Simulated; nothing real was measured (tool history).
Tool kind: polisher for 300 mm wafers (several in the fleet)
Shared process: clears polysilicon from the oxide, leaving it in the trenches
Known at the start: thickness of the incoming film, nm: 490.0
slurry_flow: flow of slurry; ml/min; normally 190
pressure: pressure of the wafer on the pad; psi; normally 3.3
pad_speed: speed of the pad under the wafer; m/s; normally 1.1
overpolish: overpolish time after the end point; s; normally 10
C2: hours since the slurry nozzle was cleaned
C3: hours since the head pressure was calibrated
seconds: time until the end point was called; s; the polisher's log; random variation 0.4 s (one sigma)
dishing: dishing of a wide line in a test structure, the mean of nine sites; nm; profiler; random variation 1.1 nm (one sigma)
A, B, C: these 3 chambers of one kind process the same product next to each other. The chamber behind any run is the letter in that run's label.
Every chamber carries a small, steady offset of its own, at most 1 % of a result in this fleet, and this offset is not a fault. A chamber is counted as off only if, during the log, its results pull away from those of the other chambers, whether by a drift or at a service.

run 1C hour=4.6 | slurry_flow=190 pressure=3.3 pad_speed=1.1 overpolish=10 | wafers_polished_on_this_pad=956 C2=215 C3=1362.6 | seconds=27.631 dishing=41.997
run 2B hour=9.9 | slurry_flow=190 pressure=3.3 pad_speed=1.1 overpolish=10 | wafers_polished_on_this_pad=435 C2=89.3 C3=927 | seconds=27.597 dishing=44.006
run 3A hour=14.6 | slurry_flow=190 pressure=3.3 pad_speed=1.1 overpolish=10 | wafers_polished_on_this_pad=1476 C2=262.9 C3=579.4 | seconds=27.788 dishing=43.897
run 4A hour=20.9 | slurry_flow=190 pressure=3.3 pad_speed=1.1 overpolish=10 | wafers_polished_on_this_pad=1566 C2=269.2 C3=585.7 | seconds=27.282 dishing=43.235
run 5C hour=25.3 | slurry_flow=215 pressure=3.3 pad_speed=0.82 overpolish=10 | wafers_polished_on_this_pad=1252 C2=235.7 C3=1383.3 | seconds=37.428 dishing=41.997
-- hour=30.2 chamber A: worn pad replaced by a new one
-- hour=30.8 chamber B: worn pad replaced by a new one
run 6B hour=32 | slurry_flow=215 pressure=3.3 pad_speed=0.82 overpolish=10 | wafers_polished_on_this_pad=17 C2=111.4 C3=949.1 | seconds=36.708 dishing=41.881
run 7C hour=37.1 | slurry_flow=215 pressure=3.3 pad_speed=0.82 overpolish=10 | wafers_polished_on_this_pad=1420 C2=247.5 C3=1395.1 | seconds=36.797 dishing=41.97
-- hour=38.2 chamber C: worn pad replaced by a new one
run 8B hour=43.5 | slurry_flow=190 pressure=3.3 pad_speed=1.1 overpolish=10 | wafers_polished_on_this_pad=181 C2=122.9 C3=960.6 | seconds=28.261 dishing=43.187
-- hour=45.7 chamber C: head pressure recalibrated
run 9A hour=47.2 | slurry_flow=190 pressure=3.3 pad_speed=1.1 overpolish=10 | wafers_polished_on_this_pad=243 C2=295.5 C3=612 | seconds=27.507 dishing=43.579
run 10C hour=54.5 | slurry_flow=190 pressure=3.3 pad_speed=1.38 overpolish=10 | wafers_polished_on_this_pad=233 C2=264.9 C3=8.9 | seconds=22.028 dishing=43.502
run 11A hour=60.9 | slurry_flow=190 pressure=3.3 pad_speed=1.38 overpolish=10 | wafers_polished_on_this_pad=439 C2=309.2 C3=625.7 | seconds=21.902 dishing=45.206
run 12B hour=66.3 | slurry_flow=190 pressure=3.3 pad_speed=1.38 overpolish=10 | wafers_polished_on_this_pad=507 C2=145.7 C3=983.4 | seconds=22.197 dishing=45.935
run 13C hour=73.7 | slurry_flow=190 pressure=3.3 pad_speed=1.1 overpolish=10 | wafers_polished_on_this_pad=507 C2=284.1 C3=28.1 | seconds=27.03 dishing=45.156
run 14A hour=80.7 | slurry_flow=190 pressure=3.3 pad_speed=1.1 overpolish=10 | wafers_polished_on_this_pad=722 C2=329 C3=645.5 | seconds=26.846 dishing=42.955
-- hour=83.6 chamber B: worn pad replaced by a new one
run 15B hour=87.8 | slurry_flow=190 pressure=3.3 pad_speed=1.1 overpolish=10 | wafers_polished_on_this_pad=61 C2=167.2 C3=1004.9 | seconds=27.708 dishing=43.174
run 16C hour=92.6 | slurry_flow=190 pressure=3.3 pad_speed=1.1 overpolish=10 | wafers_polished_on_this_pad=777 C2=303 C3=47 | seconds=27.86 dishing=45.203
run 17B hour=96 | slurry_flow=190 pressure=2.7 pad_speed=1.1 overpolish=7 | wafers_polished_on_this_pad=178 C2=175.4 C3=1013.1 | seconds=33.773 dishing=39.5
run 18A hour=100.2 | slurry_flow=190 pressure=2.7 pad_speed=1.1 overpolish=7 | wafers_polished_on_this_pad=1001 C2=348.5 C3=665 | seconds=34.127 dishing=39.784
run 19B hour=104.8 | slurry_flow=190 pressure=2.7 pad_speed=1.1 overpolish=7 | wafers_polished_on_this_pad=304 C2=184.2 C3=1021.9 | seconds=32.608 dishing=39.027
run 20C hour=112.2 | slurry_flow=190 pressure=3.3 pad_speed=1.1 overpolish=10 | wafers_polished_on_this_pad=1057 C2=322.6 C3=66.6 | seconds=28.003 dishing=42.344
run 21A hour=116.2 | slurry_flow=190 pressure=3.3 pad_speed=1.1 overpolish=10 | wafers_polished_on_this_pad=1229 C2=364.5 C3=681 | seconds=27.368 dishing=44.347
run 22A hour=121.5 | slurry_flow=190 pressure=3.3 pad_speed=1.1 overpolish=10 | wafers_polished_on_this_pad=1305 C2=369.8 C3=686.3 | seconds=27.184 dishing=43.753
-- hour=128.2 chamber A: worn pad replaced by a new one
run 23B hour=128.7 | slurry_flow=190 pressure=3.3 pad_speed=1.1 overpolish=10 | wafers_polished_on_this_pad=645 C2=208.1 C3=1045.8 | seconds=27.492 dishing=42.828
run 24C hour=132.1 | slurry_flow=190 pressure=3.3 pad_speed=1.1 overpolish=10 | wafers_polished_on_this_pad=1342 C2=342.5 C3=86.5 | seconds=27.53 dishing=44.437
-- hour=134.6 chamber B: worn pad replaced by a new one
-- hour=135.4 chamber C: slurry nozzle cleaned
run 25C hour=135.5 | slurry_flow=190 pressure=3.3 pad_speed=1.1 overpolish=10 | wafers_polished_on_this_pad=1390 C2=0.2 C3=89.9 | seconds=27.98 dishing=42.757
-- hour=140 chamber C: worn pad replaced by a new one
run 26B hour=140.8 | slurry_flow=190 pressure=3.9 pad_speed=1.1 overpolish=10 | wafers_polished_on_this_pad=89 C2=220.2 C3=1057.9 | seconds=23.486 dishing=45.51
run 27A hour=146.7 | slurry_flow=190 pressure=3.9 pad_speed=1.1 overpolish=10 | wafers_polished_on_this_pad=264 C2=395 C3=711.5 | seconds=23.229 dishing=43.62
run 28C hour=150.7 | slurry_flow=190 pressure=3.9 pad_speed=1.1 overpolish=10 | wafers_polished_on_this_pad=153 C2=15.4 C3=105.1 | seconds=23.272 dishing=44.311
run 29B hour=157.5 | slurry_flow=190 pressure=3.3 pad_speed=1.46 overpolish=10 | wafers_polished_on_this_pad=328 C2=236.9 C3=1074.6 | seconds=21.018 dishing=43.615
run 30A hour=162.2 | slurry_flow=190 pressure=3.3 pad_speed=1.46 overpolish=10 | wafers_polished_on_this_pad=485 C2=410.5 C3=727 | seconds=20.174 dishing=45.196
run 31A hour=167 | slurry_flow=190 pressure=3.3 pad_speed=1.46 overpolish=10 | wafers_polished_on_this_pad=554 C2=415.3 C3=731.8 | seconds=20.446 dishing=45.083
run 32C hour=172.7 | slurry_flow=190 pressure=3.3 pad_speed=1.1 overpolish=10 | wafers_polished_on_this_pad=468 C2=37.4 C3=127.1 | seconds=27.011 dishing=43.621
run 33B hour=177.6 | slurry_flow=190 pressure=3.3 pad_speed=1.1 overpolish=10 | wafers_polished_on_this_pad=615 C2=257 C3=1094.7 | seconds=27.316 dishing=44.487

Next, all 3 chambers run the settings below, one line each with question marks for the results. What does each chamber give?
run 34A hour=183 | slurry_flow=190 pressure=2.8 pad_speed=1.1 overpolish=10 | seconds=? dishing=?
run 34B hour=183 | slurry_flow=190 pressure=2.8 pad_speed=1.1 overpolish=10 | seconds=? dishing=?
run 34C hour=183 | slurry_flow=190 pressure=2.8 pad_speed=1.1 overpolish=10 | seconds=? dishing=?

run=34A seconds=31.579 dishing=41.859
run=34B seconds=32.288 dishing=42.303
run=34C seconds=31.888 dishing=43.627
